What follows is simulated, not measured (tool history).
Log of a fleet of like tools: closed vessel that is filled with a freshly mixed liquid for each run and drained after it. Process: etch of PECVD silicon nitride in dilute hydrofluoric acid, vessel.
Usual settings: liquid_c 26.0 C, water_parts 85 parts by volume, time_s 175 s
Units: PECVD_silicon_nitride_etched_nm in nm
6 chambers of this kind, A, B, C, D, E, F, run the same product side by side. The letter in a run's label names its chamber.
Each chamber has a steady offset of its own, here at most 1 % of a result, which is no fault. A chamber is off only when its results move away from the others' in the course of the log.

| run | hour | liquid_c | water_parts | time_s | read-back film thickness of the PECVD silicon nitride reference wafer, read on the same gauge (nm) | PECVD_silicon_nitride_etched_nm |
|---|---|---|---|---|---|---|
| 1B | 5.0 | 26.0 | 85 | 175 | 119.97 | 13.2780 |
| 2A | 9.8 | 26.0 | 85 | 175 | 119.97 | 13.5260 |
|  | 14.0 | chamber B: thermometer replaced |
| 3C | 14.8 | 26.0 | 85 | 175 | 119.98 | 13.2440 |
| 4F | 17.9 | 26.0 | 85 | 175 | 119.98 | 13.2450 |
| 5D | 23.1 | 26.0 | 85 | 175 | 120.00 | 13.3710 |
| 6E | 27.5 | 26.0 | 85 | 175 | 119.98 | 13.5290 |
| 7C | 32.0 | 26.0 | 85 | 175 | 120.03 | 13.3350 |
| 8F | 36.9 | 26.0 | 85 | 175 | 120.00 | 13.2840 |
| 9A | 41.7 | 26.0 | 85 | 175 | 119.99 | 13.4980 |
| 10B | 46.1 | 26.0 | 85 | 175 | 120.04 | 13.4610 |
| 11E | 50.9 | 26.0 | 85 | 175 | 120.00 | 13.3600 |
| 12D | 54.7 | 26.0 | 85 | 275 | 119.98 | 20.9110 |
| 13E | 59.7 | 26.0 | 85 | 275 | 120.01 | 21.3150 |
| 14B | 64.2 | 26.0 | 85 | 275 | 120.00 | 21.0370 |
| 15D | 68.0 | 26.0 | 85 | 275 | 120.00 | 21.1840 |
| 16F | 72.0 | 26.0 | 85 | 275 | 120.02 | 20.8080 |
| 17A | 74.6 | 26.0 | 85 | 275 | 119.99 | 20.9800 |
| 18C | 78.9 | 26.0 | 85 | 175 | 120.00 | 13.3440 |
| 19B | 83.9 | 26.0 | 85 | 175 | 120.00 | 13.3510 |
| 20C | 86.7 | 31.0 | 85 | 175 | 120.00 | 18.3890 |
| 21F | 91.3 | 31.0 | 85 | 175 | 120.00 | 18.2180 |
| 22E | 95.5 | 31.0 | 85 | 175 | 119.98 | 18.5440 |
| 23D | 98.5 | 31.0 | 85 | 175 | 120.01 | 18.8940 |
| 24A | 103.1 | 31.0 | 85 | 175 | 120.01 | 18.4890 |
| 25E | 108.1 | 31.0 | 85 | 175 | 120.01 | 18.5350 |
| 26D | 111.5 | 26.0 | 85 | 175 | 120.00 | 14.0080 |
| 27C | 115.8 | 21.5 | 85 | 175 | 119.99 | 9.7410 |
| 28B | 118.2 | 21.5 | 85 | 175 | 119.98 | 10.0080 |
| 29F | 122.5 | 21.5 | 85 | 175 | 120.02 | 9.9326 |
| 30A | 126.0 | 21.5 | 85 | 175 | 119.98 | 9.8959 |
| 31F | 128.6 | 21.5 | 85 | 175 | 120.03 | 9.7995 |
| 32E | 132.8 | 21.5 | 85 | 175 | 120.01 | 9.9249 |
| 33A | 136.8 | 26.0 | 85 | 125 | 120.00 | 9.4990 |
| 34B | 141.2 | 26.0 | 85 | 125 | 119.97 | 9.4760 |
| 35D | 145.3 | 26.0 | 85 | 125 | 120.01 | 10.2990 |
| 36C | 149.4 | 26.0 | 85 | 125 | 120.00 | 9.4467 |
| 37C | 152.2 | 26.0 | 85 | 125 | 120.00 | 9.5028 |
| 38B | 155.2 | 26.0 | 85 | 125 | 119.99 | 9.5526 |

What goes on in this fleet: one chamber off, a drifting gauge, or nothing beyond the chambers' own small offsets? Name the chamber and the cause, if any.

Chamber D drifts away from the others.
Cause: liquid hotter than its thermometer reads (K) = 1.3.
The log may not tell that from: hydrofluoric acid flow above the setpoint (%).

Here are 4 candidates for chamber D's next run, each the usual settings with a change, their results left as question marks. Which one brings its results back in line with what the others give on the usual settings?
In line means no further than this from the other chambers' mean on the usual settings: PECVD_silicon_nitride_etched_nm 0.3100 nm
| 39D-1 | 159.2 | 25.5 | 90 | 160 |  | ? |
| 39D-2 | 159.2 | 26.0 | 85 | 190 |  | ? |
| 39D-3 | 159.2 | 25.5 | 90 | 175 |  | ? |
| 39D-4 | 159.2 | 26.5 | 80 | 190 |  | ? |

The other chambers' mean on the usual settings: PECVD_silicon_nitride_etched_nm 13.3450 nm
| run | PECVD_silicon_nitride_etched_nm |
|---|---|
| 39D-1 | 12.2560 |
| 39D-2 | 15.9020 |
| 39D-3 | 13.4040 |
| 39D-4 | 17.4330 |
39D-3 brings the chamber back in line.
